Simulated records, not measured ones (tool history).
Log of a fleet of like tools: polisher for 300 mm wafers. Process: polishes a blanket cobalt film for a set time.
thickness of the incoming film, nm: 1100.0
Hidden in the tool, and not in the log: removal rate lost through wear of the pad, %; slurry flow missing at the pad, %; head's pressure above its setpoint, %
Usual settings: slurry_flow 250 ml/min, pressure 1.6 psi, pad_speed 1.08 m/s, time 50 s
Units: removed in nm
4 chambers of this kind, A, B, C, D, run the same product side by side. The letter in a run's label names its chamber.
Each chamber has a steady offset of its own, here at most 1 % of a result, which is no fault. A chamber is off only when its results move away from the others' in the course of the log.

| run | hour | slurry_flow | pressure | pad_speed | time | wafers polished on this pad | hours since the slurry nozzle was cleaned | hours since the head pressure was calibrated | removed |
|---|---|---|---|---|---|---|---|---|---|
| 1C | 8 | 250 | 1.6 | 1.08 | 50 | 211 | 438.1 | 483.3 | 241.23 |
|  | 15.9 | chamber A: worn pad replaced by a new one |
| 2A | 17.5 | 250 | 1.6 | 1.08 | 50 | 19 | 192.2 | 214.7 | 247.2 |
| 3D | 24 | 250 | 1.6 | 1.08 | 50 | 363 | 370.9 | 931.6 | 239.79 |
|  | 36.6 | chamber B: worn pad replaced by a new one |
| 4B | 37.6 | 250 | 1.6 | 1.08 | 50 | 12 | 431.2 | 719.7 | 243.33 |
| 5D | 48.9 | 250 | 1.6 | 1.08 | 50 | 655 | 395.8 | 956.5 | 244 |
|  | 51.2 | chamber C: worn pad replaced by a new one |
| 6C | 55 | 250 | 1.6 | 1.08 | 50 | 44 | 485.1 | 530.3 | 242.54 |
|  | 57.1 | chamber D: worn pad replaced by a new one |
| 7A | 63.7 | 250 | 1.6 | 0.72 | 50 | 561 | 238.4 | 260.9 | 160.41 |
| 8B | 74.3 | 250 | 1.6 | 0.72 | 50 | 443 | 467.9 | 756.4 | 161.31 |
| 9D | 81.4 | 250 | 1.6 | 0.72 | 50 | 286 | 428.3 | 989 | 161.4 |
| 10C | 87.8 | 250 | 1.6 | 0.72 | 50 | 430 | 517.9 | 563.1 | 163.47 |
|  | 89.5 | chamber A: worn pad replaced by a new one |
|  | 95 | chamber B: worn pad replaced by a new one |
| 11B | 98.7 | 250 | 1.6 | 1.08 | 50 | 44 | 492.3 | 780.8 | 244.82 |
|  | 107.1 | chamber D: slurry nozzle cleaned |
| 12A | 107.2 | 250 | 1.6 | 1.08 | 50 | 208 | 281.9 | 304.4 | 241.62 |
|  | 116.4 | chamber D: worn pad replaced by a new one |
| 13C | 118.7 | 250 | 1.6 | 1.08 | 50 | 792 | 548.8 | 594 | 242.52 |
|  | 129.6 | chamber C: worn pad replaced by a new one |
| 14A | 130.4 | 250 | 1.6 | 1.08 | 50 | 480 | 305.1 | 327.6 | 245.63 |
| 15D | 139.9 | 250 | 1.6 | 1.34 | 67 | 276 | 32.8 | 1047.5 | 405.21 |
|  | 150 | chamber A: head pressure recalibrated |
| 16B | 150.4 | 250 | 1.6 | 1.34 | 67 | 651 | 544 | 832.5 | 404.17 |
| 17A | 158.1 | 250 | 1.6 | 1.34 | 67 | 805 | 332.8 | 8.1 | 407.78 |
|  | 162.8 | chamber B: worn pad replaced by a new one |
| 18D | 171.8 | 250 | 1.6 | 1.34 | 67 | 651 | 64.7 | 1079.4 | 410.61 |
| 19B | 182.2 | 250 | 1.6 | 1.08 | 50 | 228 | 575.8 | 864.3 | 241.22 |
|  | 183.6 | chamber A: worn pad replaced by a new one |
|  | 184.9 | chamber D: worn pad replaced by a new one |
| 20C | 196.1 | 250 | 1.6 | 1.08 | 50 | 781 | 626.2 | 671.4 | 242.09 |
|  | 196.5 | chamber C: worn pad replaced by a new one |
|  | 197.6 | chamber A: slurry nozzle cleaned |
| 21A | 207 | 250 | 1.6 | 1.08 | 50 | 275 | 9.5 | 57 | 243 |
| 22C | 218.2 | 250 | 1.6 | 1.08 | 50 | 255 | 648.3 | 693.5 | 244.11 |
| 23D | 227.1 | 250 | 1.6 | 1.08 | 50 | 495 | 120 | 1134.7 | 244.19 |
|  | 228.1 | chamber B: worn pad replaced by a new one |
| 24B | 235.5 | 250 | 1.6 | 1.08 | 50 | 87 | 629.1 | 917.6 | 245.32 |
|  | 242.2 | chamber D: worn pad replaced by a new one |
| 25C | 246.4 | 250 | 1.6 | 1.08 | 50 | 586 | 676.5 | 721.7 | 248.56 |
|  | 252.8 | chamber C: slurry nozzle cleaned |
| 26B | 256.9 | 250 | 1.6 | 1.08 | 50 | 339 | 650.5 | 939 | 241.99 |
| 27D | 270 | 250 | 1.6 | 1.08 | 50 | 326 | 162.9 | 1177.6 | 244.01 |
|  | 270.5 | chamber C: worn pad replaced by a new one |
|  | 274.3 | chamber A: worn pad replaced by a new one |
| 28A | 277.8 | 250 | 1.6 | 1.08 | 50 | 42 | 80.3 | 127.8 | 240.69 |
|  | 290.5 | chamber B: worn pad replaced by a new one |
| 29D | 290.9 | 250 | 1.6 | 1.08 | 50 | 572 | 183.8 | 1198.5 | 243.39 |
| 30A | 297.4 | 250 | 1.6 | 1.08 | 50 | 272 | 99.9 | 147.4 | 241.01 |
|  | 302 | chamber D: worn pad replaced by a new one |
| 31C | 306.8 | 250 | 1.6 | 1.08 | 50 | 426 | 54.1 | 782.1 | 245.14 |
| 32B | 315 | 295 | 1.6 | 1.08 | 50 | 288 | 708.6 | 997.1 | 245.28 |
| 33D | 322.9 | 295 | 1.6 | 1.08 | 50 | 246 | 215.8 | 1230.5 | 245.23 |
| 34B | 331.7 | 295 | 1.6 | 1.08 | 50 | 484 | 725.3 | 1013.8 | 244.56 |

Is one chamber off against the others, does the gauge drift, or is nothing wrong? If a chamber is off, say which, and what the likeliest cause is.

No chamber stands off beyond its own small offset, and the gauge holds steady.
